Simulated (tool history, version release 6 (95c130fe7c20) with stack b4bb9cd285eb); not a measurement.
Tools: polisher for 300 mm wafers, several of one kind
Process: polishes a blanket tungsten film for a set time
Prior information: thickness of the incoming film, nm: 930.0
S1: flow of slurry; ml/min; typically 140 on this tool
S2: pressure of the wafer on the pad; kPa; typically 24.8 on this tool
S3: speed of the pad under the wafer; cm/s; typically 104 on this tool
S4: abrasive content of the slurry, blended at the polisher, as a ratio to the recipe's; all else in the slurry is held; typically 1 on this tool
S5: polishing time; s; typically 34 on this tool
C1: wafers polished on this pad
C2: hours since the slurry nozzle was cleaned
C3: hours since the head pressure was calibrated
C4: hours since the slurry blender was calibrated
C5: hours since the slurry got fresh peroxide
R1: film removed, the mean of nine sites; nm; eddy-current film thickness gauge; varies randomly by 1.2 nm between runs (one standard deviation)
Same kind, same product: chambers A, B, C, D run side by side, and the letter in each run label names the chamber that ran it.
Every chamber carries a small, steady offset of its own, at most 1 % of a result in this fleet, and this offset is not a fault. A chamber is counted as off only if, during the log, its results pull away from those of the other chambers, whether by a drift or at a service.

run   hour   S1    S2   S3  S4  S5    C1     C2      C3     C4     C5      R1
       0.5  -- chamber A: slurry tank refilled with fresh slurry and peroxide
       2.3  -- chamber C: slurry tank refilled with fresh slurry and peroxide
       3.2  -- chamber B: head pressure recalibrated
 1C    5.5  140  24.8  104   1  34   641  206.2   509.5  191.3    3.3  173.65
       8.9  -- chamber D: worn pad replaced by a new one
 2D   10.7  140  24.8  104   1  34    20  494.6   549.4  106.9   32.9  170.44
      14.2  -- chamber A: worn pad replaced by a new one
 3B   14.6  140  24.8  104   1  34  1386    522    11.5   79.6   23.1  170.48
      14.9  -- chamber C: worn pad replaced by a new one
 4A   18.7  140  24.8  104   1  34    50  364.9   912.7  191.4   18.2  172.88
 5D     23  140  24.8  104   1  34   158  506.9   561.7  119.2   45.2  173.46
      28.6  -- chamber B: worn pad replaced by a new one
 6C     29  110  24.8  104   1  34   159  229.7     533  214.8   26.8  164.84
      29.9  -- chamber A: slurry blender recalibrated
 7B     34  110  24.8  104   1  34    61  541.4    30.9     99   42.5  165.46
      35.8  -- chamber B: slurry tank refilled with fresh slurry and peroxide
      37.6  -- chamber D: slurry nozzle cleaned
 8A   37.8  110  24.8  104   1  34   265    384   931.8    7.9   37.3  164.85
 9C   43.3  110  24.8  104   1  34   320    244   547.3  229.1   41.1  163.84
10A   48.4  140  24.8  104   1  34   384  394.6   942.4   18.5   47.9  173.91
11B   53.2  140  24.8  104   1  34   277  560.6    50.1  118.2   17.5  171.79
12D   58.4  140  24.8  104   1  34   556   20.9   597.1  154.6   80.6  170.95
13A   63.4  140  24.8  104   1  34   553  409.6   957.4   33.5   62.9  172.74
14B   66.8  140  24.8  104   1  34   430  574.2    63.7  131.8   31.1  172.16
15D   70.9  140  24.8  104   1  28   697   33.4   609.6  167.1   93.1   140.6
        74  -- chamber C: slurry tank refilled with fresh slurry and peroxide
      75.9  -- chamber C: worn pad replaced by a new one
16C   76.9  140  24.8  104   1  28    11  277.6   580.9  262.7      3  143.34
      81.4  -- chamber A: slurry tank refilled with fresh slurry and peroxide
17B   82.9  140  24.8  104   1  28   611  590.3    79.8  147.9   47.2  140.36
      86.2  -- chamber B: slurry tank refilled with fresh slurry and peroxide
18D   87.2  140  24.8  104   1  28   880   49.7   625.9  183.4  109.4  141.32
19A   90.1  140  24.8  104   1  34   853  436.3   984.1   60.2    8.7  168.97
      92.9  -- chamber A: worn pad replaced by a new one
20C   95.4  140  24.8  104   1  34   219  296.1   599.4  281.2   21.5  172.26
      99.3  -- chamber B: slurry nozzle cleaned
21A   99.5  140  24.8  104   1  34    75  445.7   993.5   69.6   18.1  167.57
22C  103.6  140  24.8  104   1  34   311  304.3   607.6  289.4   29.7  173.52
23D  109.5  140  21.4  104   1  34  1130     72   648.2  205.7  131.7  147.95
24B  113.5  140  21.4  104   1  34   955   14.2   110.4  178.5   27.4  149.18
     114.3  -- chamber C: slurry blender recalibrated
25B    117  140  21.4  104   1  34   994   17.7   113.9    182   30.9  147.91
     119.5  -- chamber D: slurry tank refilled with fresh slurry and peroxide
26D  121.2  140  21.4  104   1  34  1262   83.7   659.9  217.4    1.8  150.14
27C    124  140  24.8  104   1  34   541  324.7     628    9.7   50.1  173.63
28A  127.5  140  24.8  104   1  34   389  473.7  1021.5   97.6   46.1  162.97
     132.2  -- chamber C: worn pad replaced by a new one
     132.4  -- chamber C: slurry nozzle cleaned
     132.6  -- chamber B: slurry tank refilled with fresh slurry and peroxide
29A  133.2  140  19.3  104   1  34   454  479.4  1027.2  103.3   51.8  126.09
     134.6  -- chamber D: slurry blender recalibrated
30D  137.9  140  19.3  104   1  34  1450  100.4   676.6    3.4   18.5  135.02
     141.9  -- chamber B: worn pad replaced by a new one
31B    142  140  19.3  104   1  34     1   42.7   138.9    207    9.5  132.88
       143  -- chamber D: worn pad replaced by a new one
     143.9  -- chamber C: slurry tank refilled with fresh slurry and peroxide
32C  145.2  140  19.3  104   1  34   146   12.9   649.2   30.9    1.4   134.8
33C  148.1  140  24.8  104   1  34   178   15.8   652.1   33.8    4.3  174.49
34B  151.9  140  24.8  104   1  34   112   52.6   148.8  216.9   19.4  172.71
35A  154.7  140  24.8  104   1  34   695  500.9  1048.7  124.8   73.3  160.33
36D  158.3  140  24.8  104   1  34   172  120.8     697   23.8   38.9   173.2
37B  163.8  140  24.8  104   1  34   246   64.5   160.7  228.8   31.3  174.64

The same settings go to every chamber for the next run, one line per chamber below. Forecast the results for each:
38A  168.1  140  24.8  104   1  34                       ?
38B  168.1  140  24.8  104   1  34                       ?
38C  168.1  140  24.8  104   1  34                       ?
38D  168.1  140  24.8  104   1  34                       ?

run      R1
38A  156.07
38B  170.36
38C  172.36
38D  172.95
